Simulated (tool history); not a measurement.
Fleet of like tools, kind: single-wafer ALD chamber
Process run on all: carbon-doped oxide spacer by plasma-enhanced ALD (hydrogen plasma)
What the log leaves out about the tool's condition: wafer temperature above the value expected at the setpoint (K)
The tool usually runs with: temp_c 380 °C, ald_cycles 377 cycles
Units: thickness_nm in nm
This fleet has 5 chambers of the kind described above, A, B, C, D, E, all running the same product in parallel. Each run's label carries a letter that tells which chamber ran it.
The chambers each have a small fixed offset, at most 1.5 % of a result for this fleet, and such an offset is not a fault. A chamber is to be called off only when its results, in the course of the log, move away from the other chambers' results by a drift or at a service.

run    day  temp_c  ald_cycles  hours since the last thermocouple change  read-back reference wafer on the same gauge, thickness_nm  thickness_nm
 1E  0.254     380         377                                     123.3                                                     17.997        18.954
 2D  0.596     380         377                                    1103.4                                                     17.992        18.555
 3C  0.938     380         377                                    1651.3                                                      17.99        19.115
 4A  1.296     380         377                                    1568.8                                                     17.987         18.85
 5B  1.508     380         377                                     923.5                                                     17.984        18.843
 6B  1.746     380         377                                     929.2                                                     17.986        18.816
 7E    2.1     380         377                                     167.6                                                     17.984        18.949
 8D  2.429     380         377                                    1147.4                                                     17.977        18.575
 9C  2.671     380         377                                    1692.9                                                     17.974        19.107
10A  2.992     380         377                                    1609.5                                                      17.97         18.87
11C  3.292     380         377                                    1707.8                                                     17.974        19.062
12B  3.612     366         307                                       974                                                     17.966        15.307
13A  3.883     366         307                                    1630.9                                                      17.97         15.35
14E  4.121     366         307                                     216.1                                                     17.965        15.384
     4.225  -- chamber A: thermocouple changed; heater temperature recalibrated
15D  4.525     366         307                                    1197.7                                                     17.963        15.069
16D  4.775     366         307                                    1203.7                                                     17.957        15.085
17C  5.117     380         377                                    1751.6                                                     17.956        19.102
18E  5.438     380         377                                     247.7                                                     17.957        18.922
19A  5.804     370         334                                        38                                                     17.951        16.677
20B  6.046     370         334                                    1032.4                                                     17.946        16.665
21C  6.425     370         334                                      1783                                                     17.947        16.908
22D    6.7     370         334                                    1249.9                                                     17.943        16.425
23E  7.042     370         334                                     286.2                                                     17.946        16.731
24A  7.308     380         377                                      74.1                                                     17.943        18.833
25B  7.558     369         377                                    1068.7                                                     17.938        18.751
26E  7.925     369         377                                     307.4                                                     17.935        18.868
27B  8.192     369         377                                    1083.9                                                     17.927        18.772
28D  8.588     369         377                                    1295.2                                                     17.929        18.479
29C  8.867     369         377                                    1841.6                                                     17.922        19.048
30A  9.158     380         377                                     118.5                                                      17.92        18.853
31A  9.512     373         377                                       127                                                     17.922        18.816

Which is it: a chamber that has drifted or been left off by a service, a gauge drift common to all chambers, or only each chamber's usual small offset? If a chamber is off, name it and its likeliest cause.

The shared gauge is drifting. All chambers look as if they move in step, but none is off.
Most likely cause: gauge reads low (%) = 0.461.

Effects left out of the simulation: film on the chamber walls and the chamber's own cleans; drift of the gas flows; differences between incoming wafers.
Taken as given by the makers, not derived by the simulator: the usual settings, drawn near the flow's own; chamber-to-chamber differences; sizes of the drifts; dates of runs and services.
